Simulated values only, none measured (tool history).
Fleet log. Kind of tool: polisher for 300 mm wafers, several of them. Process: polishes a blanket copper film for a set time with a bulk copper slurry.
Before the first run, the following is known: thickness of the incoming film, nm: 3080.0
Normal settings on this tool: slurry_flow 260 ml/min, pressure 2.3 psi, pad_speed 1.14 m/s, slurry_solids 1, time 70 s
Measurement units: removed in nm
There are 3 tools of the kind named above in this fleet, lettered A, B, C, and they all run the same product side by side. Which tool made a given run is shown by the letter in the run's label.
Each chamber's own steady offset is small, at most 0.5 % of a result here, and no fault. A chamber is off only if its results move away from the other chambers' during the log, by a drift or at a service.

run	hour	slurry_flow	pressure	pad_speed	slurry_solids	time	removed
1B	9.3	260	2.3	1.14	1	70	598.47
2A	21.1	260	2.3	1.14	1	70	595.89
# hour 22.0: chamber B: worn pad replaced by a new one
3C	31.5	260	2.3	1.14	1	70	608.50
4C	37.5	260	2.3	1.14	1	70	597.02
# hour 43.1: chamber A: worn pad replaced by a new one
# hour 43.1: chamber C: worn pad replaced by a new one
5B	46.5	260	2.3	1.14	1	70	611.18
# hour 47.9: chamber A: head pressure recalibrated
6A	59.1	260	2.3	1.14	1	70	598.49
7A	67.6	260	2.3	1.14	1	70	597.80
# hour 68.3: chamber C: slurry blender recalibrated
# hour 72.2: chamber A: slurry blender recalibrated
8C	77.1	260	2.3	1.14	1	70	601.63
9B	85.7	260	2.3	1.14	1	70	604.58
10C	93.3	260	2.3	1.14	1	70	601.70
11A	103.5	260	2.3	1.14	1	70	593.46
12B	111.4	260	2.3	1.14	1	70	599.23
# hour 116.8: chamber C: worn pad replaced by a new one
13A	117.6	260	2.3	1.14	1	70	598.94
# hour 118.3: chamber B: slurry blender recalibrated
# hour 124.8: chamber A: worn pad replaced by a new one
# hour 126.8: chamber B: worn pad replaced by a new one
14C	128.4	260	2.3	1.14	1	70	602.69
15B	137.8	260	2.3	1.14	1	70	601.98
16B	149.3	260	2.3	1.14	1	70	604.39
# hour 150.4: chamber B: slurry nozzle cleaned
17C	155.6	260	2.3	1.14	1	70	599.43
18A	167.9	260	2.3	1.14	1	70	596.43
19C	178.9	260	2.3	1.14	1	70	598.68
20A	185.7	260	2.3	1.14	1	70	594.96
# hour 190.4: chamber A: worn pad replaced by a new one
# hour 190.9: chamber A: slurry nozzle cleaned
# hour 196.3: chamber C: worn pad replaced by a new one
21B	198.0	175	2.3	1.14	1	92	759.15
22A	208.0	175	2.3	1.14	1	92	746.90
23C	218.4	175	2.3	1.14	1	92	747.90
24B	227.9	260	2.3	1.14	1	70	599.04
# hour 230.6: chamber B: head pressure recalibrated
# hour 232.4: chamber B: worn pad replaced by a new one
25C	240.4	260	2.3	1.14	1	70	598.69
26B	251.5	260	2.3	1.14	1	70	650.00
27A	262.8	260	2.3	1.14	1	70	602.08
# hour 268.8: chamber A: worn pad replaced by a new one
28A	270.1	260	2.3	1.14	1	70	607.97
29C	281.7	260	2.3	1.02	1	70	536.41
# hour 284.5: chamber B: slurry blender recalibrated
30B	290.7	260	2.3	1.02	1	70	584.26
# hour 292.8: chamber C: worn pad replaced by a new one
31B	302.1	260	2.3	1.02	1	70	576.59
32C	313.0	260	2.3	1.14	1	70	599.04
33A	324.2	260	2.3	1.14	1	70	593.67
34A	334.8	260	2.3	1.14	1	70	599.06
35B	347.3	260	2.3	1.14	1	70	640.55
36C	355.5	260	2.3	1.14	1	70	596.56
37B	364.5	260	2.3	1.14	1	70	641.90
# hour 365.3: chamber C: worn pad replaced by a new one
38C	375.3	260	2.3	1.14	1	70	599.81

All 3 chambers run these settings next. Forecast each chamber's results:
39A	384.8	260	2.3	1.14	1	70	?
39B	384.8	260	2.3	1.14	1	70	?
39C	384.8	260	2.3	1.14	1	70	?

run	removed
39A	603.46
39B	653.66
39C	591.45
